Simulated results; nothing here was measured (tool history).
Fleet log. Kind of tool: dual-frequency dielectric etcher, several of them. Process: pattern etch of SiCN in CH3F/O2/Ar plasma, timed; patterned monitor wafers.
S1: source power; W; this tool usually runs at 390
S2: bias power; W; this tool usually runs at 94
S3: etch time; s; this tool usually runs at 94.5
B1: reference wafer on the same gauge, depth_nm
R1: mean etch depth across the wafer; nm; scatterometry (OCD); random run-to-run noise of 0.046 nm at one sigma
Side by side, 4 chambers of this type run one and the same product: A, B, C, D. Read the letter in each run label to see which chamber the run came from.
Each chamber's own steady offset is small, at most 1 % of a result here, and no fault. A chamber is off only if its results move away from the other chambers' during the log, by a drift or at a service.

run	hour	S1	S2	S3	B1	R1
1D	5.1	390	94	94.5	31.601	38.935
2C	11.9	390	94	94.5	31.617	38.795
3B	18.9	390	94	94.5	31.621	39.047
4A	24.9	390	94	94.5	31.622	38.853
5C	32.1	450	94	85.0	31.619	36.810
6D	37.9	450	94	85.0	31.629	36.959
7A	41.7	450	94	85.0	31.642	36.827
8B	45.1	450	94	85.0	31.641	36.964
9D	48.7	390	94	94.5	31.628	38.972
10C	54.8	390	94	94.5	31.647	38.844
11B	62.5	390	94	94.5	31.649	39.019
12A	68.1	390	94	94.5	31.653	38.834
13D	73.1	390	94	94.5	31.661	39.047
14B	80.9	390	94	94.5	31.659	39.078
15C	86.0	390	94	94.5	31.665	38.824
16A	92.3	390	94	94.5	31.667	38.907
17C	98.1	390	94	94.5	31.685	38.826
18D	103.0	390	81	94.5	31.672	36.968
19B	106.9	390	81	94.5	31.684	37.000
20A	114.2	390	81	94.5	31.696	36.797
21C	121.8	390	81	94.5	31.702	36.760
22D	125.8	390	94	94.5	31.700	39.063
# hour 129.5: chamber B: wet clean of the chamber
23B	132.4	390	94	94.5	31.705	39.043
24A	139.9	390	94	94.5	31.715	39.021
25C	143.3	390	94	94.5	31.713	38.926
26D	146.8	390	94	94.5	31.717	39.128
27A	154.3	390	94	94.5	31.718	38.978
28B	158.0	390	94	94.5	31.720	39.149
29D	162.3	390	106	94.5	31.731	40.954
30C	169.1	390	106	94.5	31.733	40.712
31A	175.6	390	106	94.5	31.733	40.830
32B	179.8	390	106	94.5	31.752	40.919
33C	187.6	310	94	82.5	31.746	31.259
34A	192.9	310	94	82.5	31.751	31.374

Next, every chamber runs the same settings. What will each give?
35A	198.4	390	94	72.5		?
35B	198.4	390	94	72.5		?
35C	198.4	390	94	72.5		?
35D	198.4	390	94	72.5		?

run	R1
35A	29.951
35B	30.109
35C	29.854
35D	30.063

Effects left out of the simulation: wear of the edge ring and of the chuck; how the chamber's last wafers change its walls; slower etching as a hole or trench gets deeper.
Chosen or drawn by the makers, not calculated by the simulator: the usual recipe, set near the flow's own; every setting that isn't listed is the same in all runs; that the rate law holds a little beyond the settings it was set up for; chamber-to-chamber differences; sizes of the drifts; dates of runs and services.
